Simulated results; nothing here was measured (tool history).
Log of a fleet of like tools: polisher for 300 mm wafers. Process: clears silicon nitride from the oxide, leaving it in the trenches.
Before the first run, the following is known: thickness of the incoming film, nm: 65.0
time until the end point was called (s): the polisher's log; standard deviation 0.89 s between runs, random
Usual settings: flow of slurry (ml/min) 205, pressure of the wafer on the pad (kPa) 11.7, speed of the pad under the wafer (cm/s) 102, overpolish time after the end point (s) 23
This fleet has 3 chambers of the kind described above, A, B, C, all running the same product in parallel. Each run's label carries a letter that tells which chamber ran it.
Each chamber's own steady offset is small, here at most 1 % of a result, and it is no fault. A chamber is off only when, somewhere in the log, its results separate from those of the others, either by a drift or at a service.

| run | day | flow of slurry (ml/min) | pressure of the wafer on the pad (kPa) | speed of the pad under the wafer (cm/s) | overpolish time after the end point (s) | wafers polished on this pad | hours since the slurry nozzle was cleaned | hours since the head pressure was calibrated | time until the end point was called (s) |
|---|---|---|---|---|---|---|---|---|---|
|  | 0.362 | chamber A: worn pad replaced by a new one |
| 1B | 0.379 | 205 | 11.7 | 102 | 23 | 209 | 91 | 655 | 110.16 |
|  | 0.388 | chamber C: worn pad replaced by a new one |
| 2A | 0.629 | 205 | 11.7 | 102 | 23 | 45 | 127.8 | 845.2 | 109.69 |
| 3C | 1.008 | 205 | 11.7 | 102 | 23 | 107 | 75.5 | 314 | 109.97 |
| 4B | 1.429 | 205 | 11.7 | 102 | 23 | 390 | 116.2 | 680.2 | 109.22 |
| 5A | 1.662 | 205 | 11.7 | 102 | 23 | 223 | 152.6 | 870 | 108.35 |
| 6C | 1.862 | 205 | 11.7 | 102 | 23 | 253 | 96 | 334.5 | 110.83 |
| 7C | 2.308 | 205 | 11.7 | 102 | 23 | 330 | 106.7 | 345.2 | 112.32 |
|  | 2.729 | chamber B: worn pad replaced by a new one |
| 8B | 2.746 | 205 | 11.7 | 102 | 23 | 3 | 147.8 | 711.8 | 108.62 |
| 9A | 3.05 | 205 | 11.7 | 102 | 23 | 461 | 185.9 | 903.3 | 108.91 |
| 10C | 3.358 | 160 | 11.7 | 102 | 23 | 510 | 131.9 | 370.4 | 114.7 |
|  | 3.608 | chamber A: worn pad replaced by a new one |
| 11A | 3.762 | 160 | 11.7 | 102 | 23 | 26 | 203 | 920.4 | 113.18 |
| 12B | 4.092 | 160 | 11.7 | 102 | 23 | 234 | 180.1 | 744.1 | 115.07 |
| 13A | 4.342 | 205 | 11.7 | 102 | 23 | 125 | 216.9 | 934.3 | 108.42 |
| 14B | 4.771 | 205 | 11.7 | 102 | 23 | 350 | 196.4 | 760.4 | 108.96 |
| 15C | 5.029 | 205 | 11.7 | 102 | 23 | 797 | 172 | 410.5 | 112.29 |
| 16C | 5.458 | 205 | 11.7 | 102 | 23 | 870 | 182.3 | 420.8 | 111.62 |
| 17A | 5.771 | 205 | 11.7 | 102 | 23 | 371 | 251.2 | 968.6 | 107.8 |
|  | 5.812 | chamber C: worn pad replaced by a new one |
| 18B | 6.004 | 205 | 11.7 | 102 | 23 | 562 | 226 | 790 | 110.58 |
| 19A | 6.392 | 205 | 11.7 | 102 | 23 | 477 | 266.1 | 983.5 | 107.44 |
|  | 6.633 | chamber A: worn pad replaced by a new one |
|  | 6.662 | chamber B: worn pad replaced by a new one |
| 20B | 6.838 | 205 | 11.7 | 102 | 23 | 30 | 246 | 810 | 109.68 |
| 21C | 7.108 | 205 | 11.7 | 102 | 23 | 222 | 221.9 | 460.4 | 111.36 |
| 22B | 7.467 | 205 | 11.7 | 102 | 23 | 138 | 261.1 | 825.1 | 108.78 |
| 23A | 7.796 | 205 | 11.7 | 102 | 23 | 199 | 299.8 | 1017.2 | 106.5 |
| 24C | 8.192 | 205 | 11.7 | 102 | 23 | 408 | 247.9 | 486.4 | 112.93 |
|  | 8.246 | chamber A: slurry nozzle cleaned |
|  | 8.396 | chamber C: slurry nozzle cleaned |
| 25C | 8.612 | 205 | 11.7 | 102 | 23 | 480 | 5.2 | 496.5 | 111.58 |
| 26A | 8.958 | 205 | 11.7 | 102 | 23 | 399 | 17.2 | 1045.1 | 105.01 |
| 27B | 9.229 | 205 | 11.7 | 102 | 23 | 440 | 303.4 | 867.4 | 109.34 |
| 28C | 9.633 | 205 | 11.7 | 102 | 23 | 655 | 29.7 | 521 | 111.93 |
|  | 9.833 | chamber A: worn pad replaced by a new one |
| 29A | 9.883 | 205 | 11.7 | 102 | 23 | 9 | 39.4 | 1067.3 | 106.65 |
| 30B | 10.175 | 205 | 11.7 | 102 | 23 | 602 | 326.1 | 890.1 | 109.66 |
| 31B | 10.583 | 205 | 11.7 | 74 | 28 | 672 | 335.9 | 899.9 | 150.17 |
| 32A | 10.825 | 205 | 11.7 | 74 | 28 | 170 | 62 | 1089.9 | 145.87 |
| 33C | 11.079 | 205 | 11.7 | 74 | 28 | 903 | 64.4 | 555.7 | 152.36 |
| 34B | 11.329 | 205 | 11.7 | 102 | 23 | 800 | 353.8 | 917.8 | 112.2 |
| 35A | 11.529 | 205 | 11.7 | 102 | 23 | 291 | 78.9 | 1106.8 | 106.56 |
| 36C | 11.821 | 205 | 11.7 | 102 | 23 | 1031 | 82.2 | 573.5 | 111.39 |
| 37C | 12.254 | 205 | 11.7 | 102 | 23 | 1105 | 92.6 | 583.9 | 111.09 |
| 38A | 12.454 | 205 | 11.7 | 102 | 23 | 450 | 101.1 | 1129 | 105.25 |

All chambers now run identical settings, listed one chamber a line with results as question marks. What results will each chamber show?
| 39A | 12.779 | 205 | 11.7 | 102 | 23 |  |  |  | ? |
| 39B | 12.779 | 205 | 11.7 | 102 | 23 |  |  |  | ? |
| 39C | 12.779 | 205 | 11.7 | 102 | 23 |  |  |  | ? |

| run | time until the end point was called (s) |
|---|---|
| 39A | 104.82 |
| 39B | 110.57 |
| 39C | 111.82 |
